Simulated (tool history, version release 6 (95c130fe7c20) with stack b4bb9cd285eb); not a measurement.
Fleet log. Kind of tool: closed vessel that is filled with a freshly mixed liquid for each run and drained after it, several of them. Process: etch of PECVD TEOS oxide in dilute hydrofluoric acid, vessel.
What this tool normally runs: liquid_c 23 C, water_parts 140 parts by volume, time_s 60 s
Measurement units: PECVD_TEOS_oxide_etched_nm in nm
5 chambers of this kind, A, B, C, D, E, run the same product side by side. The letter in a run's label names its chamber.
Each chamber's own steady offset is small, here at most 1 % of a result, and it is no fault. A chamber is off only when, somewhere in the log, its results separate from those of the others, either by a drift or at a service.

run,day,liquid_c,water_parts,time_s,hours since the thermometer was replaced,hours since the hydrofluoric acid flow meter was replaced,"read-back film thickness of the PECVD TEOS oxide reference wafer, read on the same gauge (nm)",PECVD_TEOS_oxide_etched_nm
1B,0.329,23,140,60,82.4,1187,69.982,9.9847
2D,0.888,23,140,60,1208.8,2036.5,69.989,9.6606
3E,1.15,23,140,60,231.9,476,70.018,9.8151
4A,1.5,23,140,60,864.5,215,69.992,9.8871
5C,1.858,23,105,60,2462.8,154.4,70.013,13.713
6B,2.325,23,105,60,130.3,1234.9,69.98,13.711
7E,2.65,23,105,60,267.9,512,69.977,13.567
8C,3.083,23,105,60,2492.2,183.8,70.014,13.599
9A,3.467,23,105,60,911.7,262.2,69.971,13.786
10D,4.004,23,140,60,1283.6,2111.3,70.022,9.8403
11B,4.438,23,140,60,181,1285.6,69.983,9.7105
12A,4.958,23,140,60,947.5,298,69.97,9.8158
13E,5.342,23,140,60,332.5,576.6,69.991,9.7869
14D,5.738,23,140,60,1325.2,2152.9,69.997,9.8206
15C,6.125,23,140,60,2565.2,256.8,69.977,9.902
16E,6.662,23,140,60,364.2,608.3,69.997,9.7786
17B,7.138,23,140,60,245.8,1350.4,69.988,9.8854
18D,7.571,23,140,85,1369.2,2196.9,69.941,13.701
19A,8.008,23,140,85,1020.7,371.2,69.955,13.938
20C,8.338,23,140,85,2618.3,309.9,70.013,14.099
21B,8.871,23,140,85,287.4,1392,69.983,13.767
22A,9.233,23,140,85,1050.1,400.6,69.989,13.931
23D,9.492,23,140,60,1415.3,2243,69.963,9.7662
24E,9.788,23,140,60,439.2,683.3,70.009,9.8086
25C,10.154,25.5,140,35,2661.9,353.5,70.011,6.2738
26E,10.517,25.5,140,35,456.7,700.8,70.037,6.3487
27B,11.004,25.5,140,35,338.6,1443.2,69.999,6.3272
28D,11.35,25.5,140,35,1459.9,2287.6,69.99,6.2909
29C,11.792,25.5,140,35,2701.2,392.8,69.988,6.2566
30A,12.304,23,140,60,1123.8,474.3,70.019,9.9316
# day 12.571: chamber C: thermometer replaced
31D,12.846,23,140,60,1495.8,2323.5,69.996,9.8579
32A,13.183,23,140,60,1144.9,495.4,70.027,9.7762
33C,13.596,23,140,60,24.7,436.1,69.997,9.6943
34E,14.017,23,140,60,540.7,784.8,70.003,9.7035
35B,14.525,23,140,60,423.1,1527.7,70.003,9.8434
36C,15.05,23,140,60,59.6,471,69.982,9.679

Each of the 5 chambers runs these same settings next. Fill in every chamber's results:
37A,15.454,23,95,60,,,,?
37B,15.454,23,95,60,,,,?
37C,15.454,23,95,60,,,,?
37D,15.454,23,95,60,,,,?
37E,15.454,23,95,60,,,,?

run,PECVD_TEOS_oxide_etched_nm
37A,15.016
37B,14.956
37C,15.035
37D,15.182
37E,15.28
